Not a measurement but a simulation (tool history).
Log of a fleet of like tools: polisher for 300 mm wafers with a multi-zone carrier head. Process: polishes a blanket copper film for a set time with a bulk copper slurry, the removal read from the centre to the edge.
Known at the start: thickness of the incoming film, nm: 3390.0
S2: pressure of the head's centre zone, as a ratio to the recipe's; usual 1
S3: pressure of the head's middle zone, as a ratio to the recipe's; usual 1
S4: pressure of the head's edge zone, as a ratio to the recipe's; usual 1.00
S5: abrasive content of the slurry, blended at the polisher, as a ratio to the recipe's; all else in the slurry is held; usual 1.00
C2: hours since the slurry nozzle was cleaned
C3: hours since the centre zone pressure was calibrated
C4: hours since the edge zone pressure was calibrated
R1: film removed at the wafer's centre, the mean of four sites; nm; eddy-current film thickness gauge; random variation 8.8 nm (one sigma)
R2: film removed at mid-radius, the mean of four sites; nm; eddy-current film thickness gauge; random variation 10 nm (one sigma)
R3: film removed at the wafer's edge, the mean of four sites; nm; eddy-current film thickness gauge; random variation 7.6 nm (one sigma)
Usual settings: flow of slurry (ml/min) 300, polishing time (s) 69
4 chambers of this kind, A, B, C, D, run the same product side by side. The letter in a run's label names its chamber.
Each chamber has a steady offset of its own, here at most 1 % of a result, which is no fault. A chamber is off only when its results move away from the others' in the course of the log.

-- hour=6.8 chamber A: slurry nozzle cleaned
run 1C hour=10.9 | flow_of_slurry_(ml/min)=300 S2=1 S3=1 S4=1.00 S5=1.00 polishing_time_(s)=69 | wafers_polished_on_this_pad=860 C2=189.6 C3=400.2 C4=576.5 | R1=784.18 R2=784.98 R3=774.12
run 2D hour=19.1 | flow_of_slurry_(ml/min)=300 S2=1 S3=1 S4=1.00 S5=1.00 polishing_time_(s)=69 | wafers_polished_on_this_pad=389 C2=596.8 C3=523.0 C4=113.7 | R1=802.39 R2=799.63 R3=789.79
-- hour=22.7 chamber C: worn pad replaced by a new one
run 3A hour=27.5 | flow_of_slurry_(ml/min)=300 S2=1 S3=1 S4=1.00 S5=1.00 polishing_time_(s)=69 | wafers_polished_on_this_pad=344 C2=20.8 C3=301.9 C4=180.0 | R1=786.96 R2=781.60 R3=774.51
run 4B hour=36.7 | flow_of_slurry_(ml/min)=300 S2=1 S3=1 S4=1.00 S5=1.00 polishing_time_(s)=69 | wafers_polished_on_this_pad=492 C2=239.3 C3=532.8 C4=109.2 | R1=773.65 R2=775.05 R3=768.77
run 5C hour=48.5 | flow_of_slurry_(ml/min)=365 S2=1 S3=1 S4=0.92 S5=1.00 polishing_time_(s)=69 | wafers_polished_on_this_pad=314 C2=227.2 C3=437.8 C4=614.1 | R1=802.46 R2=784.71 R3=754.64
run 6A hour=60.4 | flow_of_slurry_(ml/min)=365 S2=1 S3=1 S4=0.92 S5=1.00 polishing_time_(s)=69 | wafers_polished_on_this_pad=744 C2=53.7 C3=334.8 C4=212.9 | R1=794.66 R2=794.58 R3=752.92
-- hour=62.7 chamber D: worn pad replaced by a new one
-- hour=66.7 chamber B: centre zone pressure recalibrated
-- hour=72.1 chamber C: edge zone pressure recalibrated
run 7B hour=72.9 | flow_of_slurry_(ml/min)=365 S2=1 S3=1 S4=0.92 S5=1.00 polishing_time_(s)=69 | wafers_polished_on_this_pad=933 C2=275.5 C3=6.2 C4=145.4 | R1=787.85 R2=783.11 R3=761.34
-- hour=83.1 chamber A: worn pad replaced by a new one
run 8D hour=88.9 | flow_of_slurry_(ml/min)=365 S2=1 S3=1 S4=0.92 S5=1.00 polishing_time_(s)=69 | wafers_polished_on_this_pad=319 C2=666.6 C3=592.8 C4=183.5 | R1=792.26 R2=785.16 R3=746.16
-- hour=97.1 chamber A: centre zone pressure recalibrated
run 9A hour=100.7 | flow_of_slurry_(ml/min)=300 S2=1 S3=1 S4=1.00 S5=1.00 polishing_time_(s)=69 | wafers_polished_on_this_pad=215 C2=94.0 C3=3.7 C4=253.2 | R1=773.48 R2=779.17 R3=783.16
-- hour=102.7 chamber B: worn pad replaced by a new one
run 10B hour=113.3 | flow_of_slurry_(ml/min)=300 S2=1 S3=1 S4=1.00 S5=1.00 polishing_time_(s)=69 | wafers_polished_on_this_pad=129 C2=315.9 C3=46.6 C4=185.8 | R1=772.01 R2=784.35 R3=780.39
-- hour=115.5 chamber C: worn pad replaced by a new one
run 11C hour=127.3 | flow_of_slurry_(ml/min)=300 S2=1 S3=1 S4=1.00 S5=1.00 polishing_time_(s)=69 | wafers_polished_on_this_pad=144 C2=306.0 C3=516.6 C4=55.3 | R1=781.61 R2=780.46 R3=777.19
run 12D hour=135.1 | flow_of_slurry_(ml/min)=300 S2=1 S3=1 S4=1.10 S5=0.90 polishing_time_(s)=69 | wafers_polished_on_this_pad=881 C2=712.8 C3=639.0 C4=229.7 | R1=764.68 R2=761.65 R3=799.66
-- hour=139.3 chamber D: worn pad replaced by a new one
run 13D hour=143.4 | flow_of_slurry_(ml/min)=300 S2=1 S3=1 S4=1.10 S5=0.90 polishing_time_(s)=69 | wafers_polished_on_this_pad=49 C2=721.1 C3=647.3 C4=238.0 | R1=781.81 R2=751.00 R3=809.46
run 14B hour=152.3 | flow_of_slurry_(ml/min)=300 S2=1 S3=1 S4=1.10 S5=0.90 polishing_time_(s)=69 | wafers_polished_on_this_pad=603 C2=354.9 C3=85.6 C4=224.8 | R1=759.01 R2=773.17 R3=797.84
run 15A hour=160.4 | flow_of_slurry_(ml/min)=300 S2=1 S3=1 S4=1.10 S5=0.90 polishing_time_(s)=69 | wafers_polished_on_this_pad=942 C2=153.7 C3=63.4 C4=312.9 | R1=776.02 R2=749.03 R3=804.92
-- hour=162.8 chamber A: worn pad replaced by a new one
run 16C hour=176.0 | flow_of_slurry_(ml/min)=300 S2=1 S3=1 S4=1.00 S5=1.00 polishing_time_(s)=69 | wafers_polished_on_this_pad=737 C2=354.7 C3=565.3 C4=104.0 | R1=767.61 R2=777.28 R3=782.50
-- hour=186.6 chamber C: worn pad replaced by a new one
-- hour=190.0 chamber B: edge zone pressure recalibrated
run 17B hour=192.3 | flow_of_slurry_(ml/min)=300 S2=1 S3=1 S4=1.00 S5=1.00 polishing_time_(s)=69 | wafers_polished_on_this_pad=1091 C2=394.9 C3=125.6 C4=2.4 | R1=784.08 R2=783.82 R3=785.65
-- hour=193.7 chamber B: worn pad replaced by a new one
run 18C hour=203.4 | flow_of_slurry_(ml/min)=300 S2=1 S3=1 S4=1.00 S5=1.00 polishing_time_(s)=69 | wafers_polished_on_this_pad=205 C2=382.1 C3=592.7 C4=131.4 | R1=774.48 R2=770.55 R3=773.39
-- hour=217.5 chamber D: worn pad replaced by a new one
run 19A hour=218.5 | flow_of_slurry_(ml/min)=300 S2=1 S3=1 S4=1.00 S5=1.00 polishing_time_(s)=69 | wafers_polished_on_this_pad=679 C2=211.8 C3=121.5 C4=371.0 | R1=786.01 R2=770.59 R3=788.75
-- hour=227.2 chamber B: slurry nozzle cleaned
run 20D hour=229.1 | flow_of_slurry_(ml/min)=300 S2=1 S3=1 S4=1.00 S5=1.15 polishing_time_(s)=90 | wafers_polished_on_this_pad=141 C2=806.8 C3=733.0 C4=323.7 | R1=1066.40 R2=1065.40 R3=1053.30
run 21B hour=237.2 | flow_of_slurry_(ml/min)=300 S2=1 S3=1 S4=1.00 S5=1.15 polishing_time_(s)=90 | wafers_polished_on_this_pad=529 C2=10.0 C3=170.5 C4=47.3 | R1=1065.70 R2=1048.80 R3=1052.80
-- hour=243.2 chamber A: worn pad replaced by a new one
run 22C hour=252.3 | flow_of_slurry_(ml/min)=300 S2=1 S3=1 S4=1.00 S5=1.15 polishing_time_(s)=90 | wafers_polished_on_this_pad=800 C2=431.0 C3=641.6 C4=180.3 | R1=1067.40 R2=1063.50 R3=1028.60
run 23D hour=260.9 | flow_of_slurry_(ml/min)=300 S2=1 S3=1 S4=1.00 S5=1.15 polishing_time_(s)=90 | wafers_polished_on_this_pad=529 C2=838.6 C3=764.8 C4=355.5 | R1=1052.80 R2=1031.30 R3=1033.50
-- hour=266.4 chamber C: centre zone pressure recalibrated
-- hour=271.2 chamber C: worn pad replaced by a new one
run 24A hour=271.5 | flow_of_slurry_(ml/min)=300 S2=1 S3=1 S4=1.00 S5=1.00 polishing_time_(s)=69 | wafers_polished_on_this_pad=344 C2=264.8 C3=174.5 C4=424.0 | R1=790.11 R2=777.25 R3=778.13
-- hour=272.7 chamber D: slurry nozzle cleaned
run 25C hour=286.0 | flow_of_slurry_(ml/min)=300 S2=1 S3=1 S4=1.00 S5=1.00 polishing_time_(s)=69 | wafers_polished_on_this_pad=181 C2=464.7 C3=19.7 C4=214.0 | R1=864.88 R2=789.24 R3=773.94
-- hour=289.4 chamber B: worn pad replaced by a new one
-- hour=296.3 chamber D: worn pad replaced by a new one
run 26D hour=298.8 | flow_of_slurry_(ml/min)=300 S2=1 S3=1 S4=1.00 S5=1.00 polishing_time_(s)=69 | wafers_polished_on_this_pad=30 C2=26.2 C3=802.7 C4=393.4 | R1=786.29 R2=775.33 R3=777.74
run 27A hour=306.4 | flow_of_slurry_(ml/min)=300 S2=1 S3=1 S4=1.00 S5=1.00 polishing_time_(s)=69 | wafers_polished_on_this_pad=769 C2=299.7 C3=209.4 C4=458.9 | R1=771.65 R2=789.86 R3=779.09
-- hour=316.1 chamber A: worn pad replaced by a new one
run 28B hour=317.2 | flow_of_slurry_(ml/min)=300 S2=1 S3=1 S4=1.00 S5=1.00 polishing_time_(s)=69 | wafers_polished_on_this_pad=338 C2=90.0 C3=250.5 C4=127.3 | R1=785.35 R2=781.14 R3=783.57
run 29D hour=329.8 | flow_of_slurry_(ml/min)=300 S2=1 S3=1 S4=1.00 S5=1.00 polishing_time_(s)=69 | wafers_polished_on_this_pad=408 C2=57.2 C3=833.7 C4=424.4 | R1=766.58 R2=779.31 R3=777.33
run 30B hour=338.6 | flow_of_slurry_(ml/min)=300 S2=1 S3=1 S4=1.00 S5=1.00 polishing_time_(s)=69 | wafers_polished_on_this_pad=599 C2=111.4 C3=271.9 C4=148.7 | R1=770.73 R2=789.67 R3=779.01
run 31C hour=345.7 | flow_of_slurry_(ml/min)=300 S2=1 S3=1 S4=1.00 S5=1.00 polishing_time_(s)=69 | wafers_polished_on_this_pad=908 C2=524.4 C3=79.4 C4=273.7 | R1=859.17 R2=798.16 R3=782.29
-- hour=349.9 chamber C: worn pad replaced by a new one
run 32A hour=354.5 | flow_of_slurry_(ml/min)=250 S2=1 S3=1 S4=1.00 S5=1.00 polishing_time_(s)=55 | wafers_polished_on_this_pad=468 C2=347.8 C3=257.5 C4=507.0 | R1=597.51 R2=617.12 R3=617.99
run 33C hour=364.1 | flow_of_slurry_(ml/min)=250 S2=1 S3=1 S4=1.00 S5=1.00 polishing_time_(s)=55 | wafers_polished_on_this_pad=173 C2=542.8 C3=97.8 C4=292.1 | R1=680.58 R2=606.65 R3=602.25
run 34A hour=373.7 | flow_of_slurry_(ml/min)=250 S2=1 S3=1 S4=1.00 S5=1.00 polishing_time_(s)=55 | wafers_polished_on_this_pad=701 C2=367.0 C3=276.7 C4=526.2 | R1=600.98 R2=615.73 R3=614.74
-- hour=385.6 chamber D: worn pad replaced by a new one
run 35B hour=387.6 | flow_of_slurry_(ml/min)=250 S2=1 S3=1 S4=1.00 S5=1.00 polishing_time_(s)=55 | wafers_polished_on_this_pad=1196 C2=160.4 C3=320.9 C4=197.7 | R1=611.88 R2=617.70 R3=610.13
-- hour=392.7 chamber B: worn pad replaced by a new one
run 36D hour=395.0 | flow_of_slurry_(ml/min)=300 S2=1 S3=1 S4=1.00 S5=1.00 polishing_time_(s)=69 | wafers_polished_on_this_pad=114 C2=122.4 C3=898.9 C4=489.6 | R1=804.78 R2=780.73 R3=781.55
run 37B hour=411.2 | flow_of_slurry_(ml/min)=300 S2=1 S3=1 S4=1.00 S5=1.00 polishing_time_(s)=69 | wafers_polished_on_this_pad=225 C2=184.0 C3=344.5 C4=221.3 | R1=777.03 R2=770.59 R3=793.90

Next, every chamber runs the same settings. What will each give?
run 38A hour=422.8 | flow_of_slurry_(ml/min)=260 S2=1 S3=1 S4=1.00 S5=1.00 polishing_time_(s)=69 | R1=? R2=? R3=?
run 38B hour=422.8 | flow_of_slurry_(ml/min)=260 S2=1 S3=1 S4=1.00 S5=1.00 polishing_time_(s)=69 | R1=? R2=? R3=?
run 38C hour=422.8 | flow_of_slurry_(ml/min)=260 S2=1 S3=1 S4=1.00 S5=1.00 polishing_time_(s)=69 | R1=? R2=? R3=?
run 38D hour=422.8 | flow_of_slurry_(ml/min)=260 S2=1 S3=1 S4=1.00 S5=1.00 polishing_time_(s)=69 | R1=? R2=? R3=?

run=38A R1=783.04 R2=773.80 R3=766.06
run=38B R1=769.32 R2=770.48 R3=763.23
run=38C R1=843.35 R2=757.85 R3=770.97
run=38D R1=768.39 R2=744.60 R3=764.46
